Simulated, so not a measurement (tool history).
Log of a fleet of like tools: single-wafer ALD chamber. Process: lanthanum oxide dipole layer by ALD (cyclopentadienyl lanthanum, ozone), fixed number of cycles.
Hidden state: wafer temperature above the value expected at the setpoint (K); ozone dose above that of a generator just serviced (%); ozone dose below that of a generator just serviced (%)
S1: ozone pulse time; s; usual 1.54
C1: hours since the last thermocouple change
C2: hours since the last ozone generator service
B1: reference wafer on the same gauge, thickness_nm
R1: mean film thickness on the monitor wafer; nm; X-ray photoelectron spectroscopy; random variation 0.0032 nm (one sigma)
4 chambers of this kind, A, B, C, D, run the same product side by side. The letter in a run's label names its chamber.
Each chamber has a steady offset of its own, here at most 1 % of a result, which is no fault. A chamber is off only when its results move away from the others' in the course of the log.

{"run": "1A", "day": 0.092, "S1": 1.54, "C1": 484.6, "C2": 847.5, "B1": 0.52974, "R1": 0.55555}
{"run": "2C", "day": 0.204, "S1": 1.54, "C1": 1226.3, "C2": 225.4, "B1": 0.52994, "R1": 0.54503}
{"run": "3D", "day": 0.367, "S1": 1.54, "C1": 1377.5, "C2": 989.7, "B1": 0.53082, "R1": 0.55518}
{"run": "4B", "day": 0.479, "S1": 1.54, "C1": 1020.1, "C2": 968.3, "B1": 0.53015, "R1": 0.54908}
{"run": "5D", "day": 0.633, "S1": 1.54, "C1": 1383.9, "C2": 996.1, "B1": 0.52975, "R1": 0.56347}
{"run": "6C", "day": 0.758, "S1": 1.54, "C1": 1239.6, "C2": 238.7, "B1": 0.52914, "R1": 0.55134}
{"run": "7A", "day": 0.858, "S1": 1.54, "C1": 503, "C2": 865.9, "B1": 0.52934, "R1": 0.55361}
{"run": "8B", "day": 1.046, "S1": 1.54, "C1": 1033.7, "C2": 981.9, "B1": 0.5303, "R1": 0.54681}
{"run": "9D", "day": 1.233, "S1": 1.54, "C1": 1398.3, "C2": 1010.5, "B1": 0.52954, "R1": 0.55474}
{"run": "10C", "day": 1.396, "S1": 1.54, "C1": 1254.9, "C2": 254, "B1": 0.52981, "R1": 0.54537}
{"run": "11B", "day": 1.529, "S1": 1.54, "C1": 1045.3, "C2": 993.5, "B1": 0.53031, "R1": 0.5482}
{"run": "12A", "day": 1.646, "S1": 1.54, "C1": 521.9, "C2": 884.8, "B1": 0.53056, "R1": 0.55518}
{"run": "13D", "day": 1.754, "S1": 1.54, "C1": 1410.8, "C2": 1023, "B1": 0.52998, "R1": 0.55552}
{"run": "14C", "day": 1.858, "S1": 1.33, "C1": 1266, "C2": 265.1, "B1": 0.53018, "R1": 0.53279}
{"run": "15A", "day": 1.988, "S1": 1.33, "C1": 530.1, "C2": 893, "B1": 0.52997, "R1": 0.53659}
{"run": "16B", "day": 2.112, "S1": 1.33, "C1": 1059.3, "C2": 1007.5, "B1": 0.52934, "R1": 0.53205}
{"run": "17C", "day": 2.279, "S1": 1.33, "C1": 1276.1, "C2": 275.2, "B1": 0.53071, "R1": 0.53276}
{"run": "18A", "day": 2.4, "S1": 1.2, "C1": 540, "C2": 902.9, "B1": 0.53083, "R1": 0.52881}
{"run": "19B", "day": 2.517, "S1": 1.2, "C1": 1069, "C2": 1017.2, "B1": 0.53046, "R1": 0.51949}
{"run": "20D", "day": 2.671, "S1": 1.2, "C1": 1432.8, "C2": 1045, "B1": 0.53046, "R1": 0.52588}
{"run": "21C", "day": 2.825, "S1": 1.2, "C1": 1289.2, "C2": 288.3, "B1": 0.52994, "R1": 0.52951}
{"run": "22D", "day": 2.925, "S1": 1.54, "C1": 1438.9, "C2": 1051.1, "B1": 0.53087, "R1": 0.55746}
{"run": "23A", "day": 3.058, "S1": 1.54, "C1": 555.8, "C2": 918.7, "B1": 0.53011, "R1": 0.55379}
{"run": "24B", "day": 3.246, "S1": 2.11, "C1": 1086.5, "C2": 1034.7, "B1": 0.53102, "R1": 0.57167}
{"run": "25D", "day": 3.367, "S1": 2.11, "C1": 1449.5, "C2": 1061.7, "B1": 0.53067, "R1": 0.57406}
{"day": 3.371, "done": "chamber B: ozone generator serviced"}
{"run": "26C", "day": 3.462, "S1": 2.11, "C1": 1304.5, "C2": 303.6, "B1": 0.52967, "R1": 0.56412}
{"run": "27A", "day": 3.617, "S1": 2.11, "C1": 569.2, "C2": 932.1, "B1": 0.52935, "R1": 0.565}
{"run": "28B", "day": 3.804, "S1": 1.54, "C1": 1099.9, "C2": 10.4, "B1": 0.52923, "R1": 0.54229}
{"run": "29A", "day": 3.917, "S1": 1.54, "C1": 576.4, "C2": 939.3, "B1": 0.53052, "R1": 0.55703}
{"run": "30D", "day": 4.104, "S1": 1.54, "C1": 1467.2, "C2": 1079.4, "B1": 0.53029, "R1": 0.55871}

All 4 chambers run these settings next. Forecast each chamber's results:
{"run": "31A", "day": 4.246, "S1": 1.54, "R1": "?"}
{"run": "31B", "day": 4.246, "S1": 1.54, "R1": "?"}
{"run": "31C", "day": 4.246, "S1": 1.54, "R1": "?"}
{"run": "31D", "day": 4.246, "S1": 1.54, "R1": "?"}

run=31A R1=0.55601
run=31B R1=0.55543
run=31C R1=0.54529
run=31D R1=0.55217

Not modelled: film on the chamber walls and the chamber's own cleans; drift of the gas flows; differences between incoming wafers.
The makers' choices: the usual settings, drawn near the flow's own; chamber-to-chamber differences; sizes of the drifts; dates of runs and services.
